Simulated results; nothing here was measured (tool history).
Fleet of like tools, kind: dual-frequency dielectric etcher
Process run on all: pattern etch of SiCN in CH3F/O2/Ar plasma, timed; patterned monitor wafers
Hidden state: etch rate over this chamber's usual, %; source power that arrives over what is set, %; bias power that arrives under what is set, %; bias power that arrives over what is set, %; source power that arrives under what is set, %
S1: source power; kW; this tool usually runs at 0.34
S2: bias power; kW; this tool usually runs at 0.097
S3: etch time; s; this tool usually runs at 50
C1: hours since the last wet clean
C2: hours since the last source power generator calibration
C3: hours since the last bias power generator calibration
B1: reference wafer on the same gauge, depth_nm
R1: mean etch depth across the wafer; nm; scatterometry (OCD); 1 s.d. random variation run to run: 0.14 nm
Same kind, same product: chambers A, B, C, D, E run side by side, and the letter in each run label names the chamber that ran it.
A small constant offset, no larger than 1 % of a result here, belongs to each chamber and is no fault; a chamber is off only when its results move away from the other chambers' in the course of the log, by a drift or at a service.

{"run": "1A", "hour": 12.7, "S1": 0.34, "S2": 0.097, "S3": 50, "C1": 446.5, "C2": 3667.3, "C3": 1649.9, "B1": 18.983, "R1": 20.084}
{"run": "2E", "hour": 21.4, "S1": 0.34, "S2": 0.097, "S3": 50, "C1": 81.2, "C2": 207, "C3": 1746.4, "B1": 18.982, "R1": 19.633}
{"run": "3D", "hour": 30.4, "S1": 0.34, "S2": 0.097, "S3": 50, "C1": 246.9, "C2": 2203.1, "C3": 402, "B1": 19.013, "R1": 19.493}
{"run": "4C", "hour": 43.9, "S1": 0.34, "S2": 0.097, "S3": 50, "C1": 542.5, "C2": 2077, "C3": 245.6, "B1": 19.014, "R1": 19.656}
{"hour": 57.5, "done": "chamber A: wet clean of the chamber"}
{"run": "5B", "hour": 59.1, "S1": 0.34, "S2": 0.097, "S3": 50, "C1": 259.2, "C2": 3198.2, "C3": 327.3, "B1": 19.016, "R1": 19.744}
{"run": "6C", "hour": 68.5, "S1": 0.34, "S2": 0.116, "S3": 50, "C1": 567.1, "C2": 2101.6, "C3": 270.2, "B1": 19.022, "R1": 20.983}
{"run": "7A", "hour": 76.7, "S1": 0.34, "S2": 0.116, "S3": 50, "C1": 19.3, "C2": 3731.3, "C3": 1713.9, "B1": 19.015, "R1": 21.089}
{"run": "8B", "hour": 90.1, "S1": 0.34, "S2": 0.116, "S3": 50, "C1": 290.2, "C2": 3229.2, "C3": 358.3, "B1": 18.997, "R1": 21.14}
{"run": "9E", "hour": 97.2, "S1": 0.34, "S2": 0.116, "S3": 50, "C1": 157, "C2": 282.8, "C3": 1822.2, "B1": 18.972, "R1": 20.934}
{"run": "10D", "hour": 109.9, "S1": 0.34, "S2": 0.116, "S3": 50, "C1": 326.4, "C2": 2282.6, "C3": 481.5, "B1": 18.991, "R1": 21.516}
{"run": "11B", "hour": 122.8, "S1": 0.34, "S2": 0.097, "S3": 50, "C1": 322.9, "C2": 3261.9, "C3": 391, "B1": 19.001, "R1": 19.609}
{"run": "12A", "hour": 131.1, "S1": 0.34, "S2": 0.097, "S3": 50, "C1": 73.7, "C2": 3785.7, "C3": 1768.3, "B1": 18.983, "R1": 19.888}
{"run": "13C", "hour": 142.7, "S1": 0.4, "S2": 0.097, "S3": 50, "C1": 641.3, "C2": 2175.8, "C3": 344.4, "B1": 18.991, "R1": 21.039}
{"run": "14E", "hour": 157.6, "S1": 0.4, "S2": 0.097, "S3": 50, "C1": 217.4, "C2": 343.2, "C3": 1882.6, "B1": 18.958, "R1": 20.906}
{"run": "15D", "hour": 167.6, "S1": 0.4, "S2": 0.097, "S3": 50, "C1": 384.1, "C2": 2340.3, "C3": 539.2, "B1": 18.978, "R1": 21.129}
{"run": "16B", "hour": 179.4, "S1": 0.4, "S2": 0.097, "S3": 50, "C1": 379.5, "C2": 3318.5, "C3": 447.6, "B1": 19.015, "R1": 21.05}
{"hour": 189.3, "done": "chamber B: wet clean of the chamber"}
{"run": "17D", "hour": 193.4, "S1": 0.4, "S2": 0.097, "S3": 50, "C1": 409.9, "C2": 2366.1, "C3": 565, "B1": 19.015, "R1": 21.245}
{"run": "18A", "hour": 203.2, "S1": 0.34, "S2": 0.097, "S3": 50, "C1": 145.8, "C2": 3857.8, "C3": 1840.4, "B1": 18.987, "R1": 19.843}
{"hour": 204.4, "done": "chamber C: wet clean of the chamber"}
{"run": "19E", "hour": 218.6, "S1": 0.34, "S2": 0.097, "S3": 50, "C1": 278.4, "C2": 404.2, "C3": 1943.6, "B1": 19.001, "R1": 19.937}
{"run": "20C", "hour": 226.8, "S1": 0.34, "S2": 0.097, "S3": 50, "C1": 22.4, "C2": 2259.9, "C3": 428.5, "B1": 18.969, "R1": 19.695}
{"run": "21E", "hour": 235.2, "S1": 0.34, "S2": 0.097, "S3": 50, "C1": 295, "C2": 420.8, "C3": 1960.2, "B1": 18.99, "R1": 19.745}
{"run": "22B", "hour": 244.3, "S1": 0.26, "S2": 0.114, "S3": 50, "C1": 55, "C2": 3383.4, "C3": 512.5, "B1": 19.006, "R1": 19.836}
{"run": "23C", "hour": 258.5, "S1": 0.26, "S2": 0.114, "S3": 50, "C1": 54.1, "C2": 2291.6, "C3": 460.2, "B1": 18.963, "R1": 18.962}
{"run": "24D", "hour": 273.7, "S1": 0.26, "S2": 0.114, "S3": 50, "C1": 490.2, "C2": 2446.4, "C3": 645.3, "B1": 19.008, "R1": 19.336}
{"run": "25A", "hour": 285.6, "S1": 0.26, "S2": 0.114, "S3": 50, "C1": 228.2, "C2": 3940.2, "C3": 1922.8, "B1": 18.984, "R1": 19.209}
{"hour": 286.5, "done": "chamber D: wet clean of the chamber"}
{"run": "26E", "hour": 297.4, "S1": 0.26, "S2": 0.114, "S3": 50, "C1": 357.2, "C2": 483, "C3": 2022.4, "B1": 18.995, "R1": 19.282}
{"run": "27B", "hour": 305.1, "S1": 0.34, "S2": 0.097, "S3": 50, "C1": 115.8, "C2": 3444.2, "C3": 573.3, "B1": 18.998, "R1": 20.295}
{"run": "28C", "hour": 312.9, "S1": 0.34, "S2": 0.097, "S3": 50, "C1": 108.5, "C2": 2346, "C3": 514.6, "B1": 19.008, "R1": 19.594}
{"run": "29A", "hour": 323.7, "S1": 0.34, "S2": 0.097, "S3": 50, "C1": 266.3, "C2": 3978.3, "C3": 1960.9, "B1": 19.006, "R1": 19.973}
{"run": "30D", "hour": 335.8, "S1": 0.34, "S2": 0.097, "S3": 50, "C1": 49.3, "C2": 2508.5, "C3": 707.4, "B1": 18.978, "R1": 19.972}
{"run": "31E", "hour": 343.4, "S1": 0.34, "S2": 0.097, "S3": 50, "C1": 403.2, "C2": 529, "C3": 2068.4, "B1": 19.002, "R1": 19.74}
{"run": "32B", "hour": 350.1, "S1": 0.34, "S2": 0.097, "S3": 50, "C1": 160.8, "C2": 3489.2, "C3": 618.3, "B1": 18.983, "R1": 20.551}
{"run": "33C", "hour": 361.5, "S1": 0.34, "S2": 0.097, "S3": 50, "C1": 157.1, "C2": 2394.6, "C3": 563.2, "B1": 18.988, "R1": 19.58}
{"run": "34A", "hour": 370.1, "S1": 0.34, "S2": 0.097, "S3": 50, "C1": 312.7, "C2": 4024.7, "C3": 2007.3, "B1": 18.953, "R1": 19.839}
{"hour": 376.9, "done": "chamber A: bias power generator calibrated"}
{"run": "35D", "hour": 383.4, "S1": 0.34, "S2": 0.097, "S3": 50, "C1": 96.9, "C2": 2556.1, "C3": 755, "B1": 19.043, "R1": 20.028}
{"hour": 386.4, "done": "chamber E: wet clean of the chamber"}
{"run": "36A", "hour": 396.8, "S1": 0.34, "S2": 0.097, "S3": 50, "C1": 339.4, "C2": 4051.4, "C3": 19.9, "B1": 19.019, "R1": 19.727}
{"run": "37C", "hour": 407.9, "S1": 0.34, "S2": 0.097, "S3": 61.5, "C1": 203.5, "C2": 2441, "C3": 609.6, "B1": 18.978, "R1": 24.459}
{"run": "38E", "hour": 422.0, "S1": 0.34, "S2": 0.097, "S3": 61.5, "C1": 35.6, "C2": 607.6, "C3": 2147, "B1": 19.011, "R1": 24.381}

Has any chamber moved away from the others, gradually or after a service, or does the common gauge drift, or do the chambers differ only by their own small steady offsets? State the chamber and the most likely cause if one applies.

A service left chamber B off against the others.
What lies behind it: etch rate over this chamber's usual, % = 4.18.

Chamber B could run next with any of the 4 candidate recipes listed below; each alters the usual settings, and their results appear as question marks. Which one brings its results back in line with what the other chambers deliver on the usual settings?
Allowed miss from the other chambers' usual-settings mean, per result, to count as in line: R1 0.48 nm
{"run": "39B-1", "hour": 433.0, "S1": 0.35, "S2": 0.099, "S3": 53.5, "R1": "?"}
{"run": "39B-2", "hour": 433.0, "S1": 0.34, "S2": 0.106, "S3": 50, "R1": "?"}
{"run": "39B-3", "hour": 433.0, "S1": 0.34, "S2": 0.096, "S3": 48.5, "R1": "?"}
{"run": "39B-4", "hour": 433.0, "S1": 0.34, "S2": 0.095, "S3": 47, "R1": "?"}

The mean the other chambers reach with the usual settings: R1 19.779 nm
run=39B-1 R1=22.208
run=39B-2 R1=21.082
run=39B-3 R1=19.682
run=39B-4 R1=18.997
It is 39B-3 that realigns the chamber with its peers.
